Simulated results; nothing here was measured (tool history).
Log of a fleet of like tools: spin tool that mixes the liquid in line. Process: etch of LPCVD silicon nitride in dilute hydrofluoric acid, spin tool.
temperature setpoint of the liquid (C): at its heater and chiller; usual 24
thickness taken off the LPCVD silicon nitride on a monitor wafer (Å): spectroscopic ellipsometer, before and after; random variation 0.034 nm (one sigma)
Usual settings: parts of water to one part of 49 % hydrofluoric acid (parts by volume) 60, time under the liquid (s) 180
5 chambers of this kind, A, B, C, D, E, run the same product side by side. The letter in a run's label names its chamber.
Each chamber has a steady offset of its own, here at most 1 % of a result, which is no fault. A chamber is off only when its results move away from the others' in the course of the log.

| run | day | temperature setpoint of the liquid (C) | parts of water to one part of 49 % hydrofluoric acid (parts by volume) | time under the liquid (s) | read-back film thickness of the LPCVD silicon nitride reference wafer, read on the same gauge (nm) | thickness taken off the LPCVD silicon nitride on a monitor wafer (Å) |
|---|---|---|---|---|---|---|
| 1B | 0.308 | 24 | 60 | 180 | 59.987 | 16.5430 |
| 2E | 0.492 | 24 | 60 | 180 | 59.992 | 15.8320 |
| 3D | 0.683 | 24 | 60 | 180 | 60.019 | 16.0490 |
| 4C | 1.017 | 24 | 60 | 180 | 59.990 | 15.5210 |
| 5A | 1.254 | 24 | 60 | 180 | 60.008 | 16.5650 |
| 6A | 1.429 | 24 | 60 | 180 | 59.995 | 15.4030 |
| 7B | 1.700 | 24 | 60 | 180 | 59.996 | 16.2170 |
| 8C | 2.033 | 24 | 60 | 180 | 60.041 | 16.2460 |
| 9E | 2.333 | 24 | 60 | 180 | 59.988 | 16.2500 |
| 10D | 2.683 | 24 | 85 | 90 | 59.980 | 5.5536 |
| 11A | 3.029 | 24 | 85 | 90 | 60.047 | 5.8371 |
| 12E | 3.367 | 24 | 85 | 90 | 60.035 | 5.6281 |
| 13D | 3.638 | 24 | 85 | 90 | 59.954 | 5.4350 |
| 14C | 3.992 | 24 | 85 | 90 | 59.999 | 5.8271 |
| 15B | 4.258 | 24 | 60 | 180 | 60.033 | 16.2110 |
| 16C | 4.504 | 24 | 60 | 180 | 59.999 | 15.3210 |
|  | 4.546 | chamber A: hydrofluoric acid flow meter replaced |
| 17A | 4.738 | 24 | 60 | 180 | 60.016 | 15.5370 |
| 18E | 4.967 | 24 | 60 | 180 | 59.962 | 15.8610 |
| 19B | 5.279 | 24 | 60 | 180 | 59.977 | 16.7970 |
| 20D | 5.508 | 24 | 60 | 180 | 60.000 | 15.7420 |
| 21C | 5.825 | 24 | 60 | 180 | 59.947 | 15.8520 |
| 22B | 6.092 | 24 | 60 | 180 | 59.975 | 16.0540 |
| 23D | 6.383 | 24 | 60 | 180 | 59.963 | 15.4550 |
| 24E | 6.588 | 24 | 60 | 180 | 60.000 | 15.9780 |
| 25A | 6.908 | 24 | 60 | 180 | 60.010 | 14.8990 |
| 26D | 7.192 | 24 | 60 | 180 | 60.012 | 15.6650 |
| 27C | 7.483 | 24 | 60 | 180 | 59.989 | 16.0890 |
| 28E | 7.654 | 24 | 60 | 180 | 60.008 | 15.4740 |
| 29A | 7.871 | 24 | 60 | 180 | 59.984 | 14.6780 |
| 30B | 8.033 | 24 | 60 | 180 | 60.004 | 16.3410 |
| 31D | 8.354 | 24 | 60 | 180 | 60.049 | 15.3270 |
| 32B | 8.525 | 24 | 60 | 180 | 60.015 | 16.6320 |
| 33C | 8.875 | 24 | 60 | 180 | 60.020 | 16.2390 |
| 34A | 9.179 | 24 | 60 | 180 | 60.029 | 14.1440 |
| 35E | 9.533 | 24 | 60 | 180 | 59.991 | 15.7550 |
| 36A | 9.708 | 24 | 60 | 180 | 60.014 | 14.6750 |
| 37D | 10.017 | 24 | 60 | 180 | 59.986 | 15.8930 |
| 38C | 10.212 | 24 | 60 | 180 | 59.997 | 16.1260 |
| 39E | 10.458 | 24 | 60 | 180 | 59.959 | 16.0820 |
| 40B | 10.646 | 24 | 60 | 180 | 60.026 | 15.9910 |
| 41A | 10.904 | 24 | 60 | 180 | 59.979 | 13.8230 |

What goes on in this fleet: one chamber off, a drifting gauge, or nothing beyond the chambers' own small offsets? Name the chamber and the cause, if any.

Chamber A drifts away from the others.
Cause: liquid colder than its thermometer reads (K) = 2.29.

Here are 4 candidates for chamber A's next run, each the usual settings with a change, their results left as question marks. Which one brings its results back in line with what the others give on the usual settings?
In line means no further than this from the other chambers' mean on the usual settings: thickness taken off the LPCVD silicon nitride on a monitor wafer (Å) 1.2000
| 42A-1 | 11.162 | 24.0 | 70 | 180 |  | ? |
| 42A-2 | 11.162 | 24.0 | 60 | 205 |  | ? |
| 42A-3 | 11.162 | 22.5 | 75 | 180 |  | ? |
| 42A-4 | 11.162 | 25.0 | 55 | 210 |  | ? |

The other chambers' mean on the usual settings: thickness taken off the LPCVD silicon nitride on a monitor wafer (Å) 15.9990
| run | thickness taken off the LPCVD silicon nitride on a monitor wafer (Å) |
|---|---|
| 42A-1 | 11.8350 |
| 42A-2 | 15.6390 |
| 42A-3 | 9.9872 |
| 42A-4 | 18.6600 |
42A-2 brings the chamber back in line.
